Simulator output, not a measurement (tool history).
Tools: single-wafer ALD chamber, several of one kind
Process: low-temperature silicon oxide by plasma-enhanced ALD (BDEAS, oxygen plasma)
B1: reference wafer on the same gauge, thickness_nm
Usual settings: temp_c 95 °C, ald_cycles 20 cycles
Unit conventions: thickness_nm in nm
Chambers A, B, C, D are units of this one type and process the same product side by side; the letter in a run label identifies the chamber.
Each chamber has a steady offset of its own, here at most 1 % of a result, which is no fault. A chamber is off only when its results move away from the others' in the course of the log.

run 1B hour=13.4 | temp_c=95 ald_cycles=20 | B1=3.0805 | thickness_nm=2.9135
-- hour=27.4 chamber D: thermocouple changed; heater temperature recalibrated
run 2C hour=27.7 | temp_c=95 ald_cycles=20 | B1=3.0805 | thickness_nm=2.8478
run 3D hour=37.3 | temp_c=95 ald_cycles=20 | B1=3.0825 | thickness_nm=2.9066
run 4A hour=51.2 | temp_c=95 ald_cycles=20 | B1=3.0772 | thickness_nm=2.9140
run 5D hour=60.6 | temp_c=95 ald_cycles=20 | B1=3.0795 | thickness_nm=2.9324
run 6C hour=68.0 | temp_c=83 ald_cycles=18 | B1=3.0850 | thickness_nm=2.7435
run 7A hour=81.1 | temp_c=83 ald_cycles=18 | B1=3.0756 | thickness_nm=2.7330
run 8B hour=96.3 | temp_c=83 ald_cycles=18 | B1=3.0803 | thickness_nm=2.7580
run 9D hour=108.1 | temp_c=83 ald_cycles=18 | B1=3.0812 | thickness_nm=2.7280
run 10B hour=119.0 | temp_c=104 ald_cycles=20 | B1=3.0798 | thickness_nm=2.8702
run 11C hour=133.2 | temp_c=104 ald_cycles=20 | B1=3.0775 | thickness_nm=2.8221
run 12A hour=148.7 | temp_c=104 ald_cycles=20 | B1=3.0769 | thickness_nm=2.8393
run 13D hour=163.4 | temp_c=104 ald_cycles=20 | B1=3.0786 | thickness_nm=2.8402
run 14A hour=173.3 | temp_c=95 ald_cycles=20 | B1=3.0816 | thickness_nm=2.9375
run 15B hour=188.4 | temp_c=95 ald_cycles=20 | B1=3.0803 | thickness_nm=2.9159
run 16C hour=197.7 | temp_c=95 ald_cycles=20 | B1=3.0784 | thickness_nm=2.8899
run 17C hour=207.3 | temp_c=95 ald_cycles=20 | B1=3.0776 | thickness_nm=2.8773
run 18B hour=217.5 | temp_c=95 ald_cycles=24 | B1=3.0783 | thickness_nm=3.4962
run 19A hour=225.1 | temp_c=95 ald_cycles=24 | B1=3.0767 | thickness_nm=3.5080
run 20D hour=240.7 | temp_c=95 ald_cycles=24 | B1=3.0783 | thickness_nm=3.5008
run 21D hour=253.4 | temp_c=95 ald_cycles=24 | B1=3.0816 | thickness_nm=3.4730
run 22C hour=261.2 | temp_c=95 ald_cycles=20 | B1=3.0788 | thickness_nm=2.8794
-- hour=274.9 chamber A: thermocouple changed; heater temperature recalibrated
run 23B hour=278.0 | temp_c=95 ald_cycles=20 | B1=3.0774 | thickness_nm=2.9565
run 24A hour=293.3 | temp_c=95 ald_cycles=20 | B1=3.0826 | thickness_nm=2.9085
run 25A hour=308.6 | temp_c=95 ald_cycles=20 | B1=3.0785 | thickness_nm=2.9079
run 26B hour=321.4 | temp_c=95 ald_cycles=20 | B1=3.0764 | thickness_nm=2.8984
run 27D hour=336.8 | temp_c=95 ald_cycles=20 | B1=3.0763 | thickness_nm=2.9223
run 28C hour=346.2 | temp_c=95 ald_cycles=20 | B1=3.0778 | thickness_nm=2.8861
run 29C hour=357.4 | temp_c=95 ald_cycles=20 | B1=3.0841 | thickness_nm=2.9060
run 30B hour=366.2 | temp_c=95 ald_cycles=20 | B1=3.0780 | thickness_nm=2.9158
run 31A hour=374.1 | temp_c=95 ald_cycles=20 | B1=3.0804 | thickness_nm=2.9535
run 32D hour=386.8 | temp_c=95 ald_cycles=20 | B1=3.0812 | thickness_nm=2.8780
run 33D hour=400.7 | temp_c=95 ald_cycles=20 | B1=3.0826 | thickness_nm=2.9084
run 34A hour=413.0 | temp_c=95 ald_cycles=20 | B1=3.0792 | thickness_nm=2.9274
run 35B hour=426.7 | temp_c=95 ald_cycles=20 | B1=3.0807 | thickness_nm=2.9122
run 36C hour=437.3 | temp_c=95 ald_cycles=20 | B1=3.0839 | thickness_nm=2.8800
run 37D hour=444.7 | temp_c=95 ald_cycles=20 | B1=3.0799 | thickness_nm=2.8708
run 38A hour=459.5 | temp_c=95 ald_cycles=20 | B1=3.0813 | thickness_nm=2.9156
run 39B hour=467.3 | temp_c=95 ald_cycles=20 | B1=3.0758 | thickness_nm=2.9391
run 40C hour=476.3 | temp_c=81 ald_cycles=20 | B1=3.0813 | thickness_nm=3.0160
run 41D hour=488.0 | temp_c=81 ald_cycles=20 | B1=3.0791 | thickness_nm=3.0287
run 42A hour=498.6 | temp_c=81 ald_cycles=20 | B1=3.0770 | thickness_nm=3.0872
run 43B hour=515.3 | temp_c=81 ald_cycles=20 | B1=3.0835 | thickness_nm=3.0588
run 44C hour=528.3 | temp_c=95 ald_cycles=20 | B1=3.0786 | thickness_nm=2.8768

Which is it: a chamber that has drifted or been left off by a service, a gauge drift common to all chambers, or only each chamber's usual small offset? If a chamber is off, name it and its likeliest cause.

Beyond each chamber's small constant offset nothing stands out, and the gauge stays steady.
